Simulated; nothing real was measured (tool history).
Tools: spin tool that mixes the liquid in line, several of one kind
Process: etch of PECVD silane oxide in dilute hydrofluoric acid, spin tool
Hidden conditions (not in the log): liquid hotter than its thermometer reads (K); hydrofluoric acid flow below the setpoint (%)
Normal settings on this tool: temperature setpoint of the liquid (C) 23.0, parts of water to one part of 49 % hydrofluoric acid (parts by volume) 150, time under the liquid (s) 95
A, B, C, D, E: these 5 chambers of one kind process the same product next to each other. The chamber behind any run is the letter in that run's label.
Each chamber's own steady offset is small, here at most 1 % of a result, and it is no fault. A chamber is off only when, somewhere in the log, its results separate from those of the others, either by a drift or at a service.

run   hour  temperature setpoint of the liquid (C)  parts of water to one part of 49 % hydrofluoric acid (parts by volume)  time under the liquid (s)  hours since the thermometer was replaced  hours since the hydrofluoric acid flow meter was replaced  read-back film thickness of the PECVD silane oxide reference wafer, read on the same gauge (nm)  thickness taken off the PECVD silane oxide on a monitor wafer (Å)
 1A    3.9                                    23.0                                                                     150                         95                                    1631.6                                                      452.4                                                                                           130.02                                                             97.480
 2C    8.8                                    23.0                                                                     150                         95                                    2725.4                                                      991.1                                                                                           129.98                                                             98.050
 3E   11.9                                    23.0                                                                     150                         95                                     673.5                                                      289.4                                                                                           129.99                                                             95.606
 4D   17.5                                    23.0                                                                     150                         95                                     227.6                                                      280.8                                                                                           129.97                                                             96.413
      23.1  -- chamber E: thermometer replaced
 5B   23.4                                    23.0                                                                     150                         95                                     133.9                                                     1727.9                                                                                           129.95                                                             98.493
 6E   26.5                                    23.0                                                                     150                         95                                       3.4                                                      304.0                                                                                           129.99                                                             96.627
 7D   32.4                                    23.0                                                                     175                         95                                     242.5                                                      295.7                                                                                           129.99                                                             80.924
 8C   37.3                                    23.0                                                                     175                         95                                    2753.9                                                     1019.6                                                                                           130.03                                                             81.821
 9A   42.3                                    23.0                                                                     175                         95                                    1670.0                                                      490.8                                                                                           130.03                                                             81.682
10B   48.6                                    23.0                                                                     175                         95                                     159.1                                                     1753.1                                                                                           129.97                                                             81.795
11B   54.0                                    23.0                                                                     175                         95                                     164.5                                                     1758.5                                                                                           130.00                                                             80.887
12E   59.0                                    23.0                                                                     150                         95                                      35.9                                                      336.5                                                                                           129.96                                                             95.139
      62.7  -- chamber C: thermometer replaced
13A   65.2                                    23.0                                                                     150                         95                                    1692.9                                                      513.7                                                                                           130.04                                                             97.838
14C   71.4                                    23.0                                                                     150                         95                                       8.7                                                     1053.7                                                                                           129.98                                                             98.308
15D   74.3                                    23.0                                                                     150                         95                                     284.4                                                      337.6                                                                                           130.03                                                             98.985
16C   79.4                                    23.0                                                                     150                         95                                      16.7                                                     1061.7                                                                                           129.96                                                             96.497
17B   84.1                                    23.0                                                                     150                         95                                     194.6                                                     1788.6                                                                                           130.01                                                             97.910
18A   88.6                                    23.0                                                                     180                         95                                    1716.3                                                      537.1                                                                                           129.98                                                             79.371
19D   91.9                                    23.0                                                                     180                         95                                     302.0                                                      355.2                                                                                           129.95                                                             78.869
20E   98.1                                    23.0                                                                     180                         95                                      75.0                                                      375.6                                                                                           130.02                                                             75.712
21B  103.9                                    23.0                                                                     180                         95                                     214.4                                                     1808.4                                                                                           130.03                                                             78.344
22E  109.5                                    23.0                                                                     180                         95                                      86.4                                                      387.0                                                                                           130.07                                                             74.821
23A  113.7                                    23.0                                                                     150                         95                                    1741.4                                                      562.2                                                                                           129.99                                                             95.648
24D  118.3                                    23.0                                                                     150                         95                                     328.4                                                      381.6                                                                                           130.03                                                             97.899
25C  122.0                                    18.5                                                                     150                        145                                      59.3                                                     1104.3                                                                                           130.01                                                            126.580
26A  127.3                                    18.5                                                                     150                        145                                    1755.0                                                      575.8                                                                                           129.96                                                            123.590
27E  130.1                                    18.5                                                                     150                        145                                     107.0                                                      407.6                                                                                           129.99                                                            116.810
28D  133.2                                    18.5                                                                     150                        145                                     343.3                                                      396.5                                                                                           130.00                                                            123.350
29C  139.1                                    18.5                                                                     150                        145                                      76.4                                                     1121.4                                                                                           129.98                                                            126.100
30B  143.0                                    23.0                                                                     150                         95                                     253.5                                                     1847.5                                                                                           129.93                                                             96.747
31C  146.1                                    23.0                                                                     150                         95                                      83.4                                                     1128.4                                                                                           130.01                                                             98.411
32B  149.7                                    23.0                                                                     150                         95                                     260.2                                                     1854.2                                                                                           129.96                                                             97.889
     152.4  -- chamber A: hydrofluoric acid flow meter replaced
33D  153.6                                    23.0                                                                     150                         95                                     363.7                                                      416.9                                                                                           130.01                                                             98.480
34A  158.2                                    23.0                                                                     150                         95                                    1785.9                                                        5.8                                                                                           129.99                                                             97.734
35E  162.3                                    23.0                                                                     150                         95                                     139.2                                                      439.8                                                                                           130.00                                                             90.129
36C  166.6                                    23.0                                                                     150                         95                                     103.9                                                     1148.9                                                                                           130.06                                                             98.449
37B  170.8                                    23.0                                                                     150                         95                                     281.3                                                     1875.3                                                                                           129.98                                                             96.644
38E  174.8                                    23.0                                                                     150                         95                                     151.7                                                      452.3                                                                                           129.99                                                             91.126
39D  178.2                                    23.0                                                                     150                         95                                     388.3                                                      441.5                                                                                           129.97                                                             96.432

Has any chamber moved away from the others, gradually or after a service, or does the common gauge drift, or do the chambers differ only by their own small steady offsets? State the chamber and the most likely cause if one applies.

Little by little, chamber E moves away from the other chambers.
What lies behind it: hydrofluoric acid flow below the setpoint (%) = 6.68.
With only this log, it may be confused with: liquid colder than its thermometer reads (K).

Here are 4 candidates for chamber E's next run, each the usual settings with a change, their results left as question marks. Which one brings its results back in line with what the others give on the usual settings?
In line means no further than this from the other chambers' mean on the usual settings: thickness taken off the PECVD silane oxide on a monitor wafer (Å) 2.900
40E-1  182.8                                    18.5                                                                     150                         95                                                                                                                                                                                                                                                                        ?
40E-2  182.8                                    27.5                                                                     150                         95                                                                                                                                                                                                                                                                        ?
40E-3  182.8                                    23.0                                                                     160                         95                                                                                                                                                                                                                                                                        ?
40E-4  182.8                                    23.0                                                                     145                        100                                                                                                                                                                                                                                                                        ?

Other chambers, usual settings, mean: thickness taken off the PECVD silane oxide on a monitor wafer (Å) 97.564
  run  thickness taken off the PECVD silane oxide on a monitor wafer (Å)
40E-1                                                             74.845
40E-2                                                            106.260
40E-3                                                             82.920
40E-4                                                             98.131
It is 40E-4 that realigns the chamber with its peers.
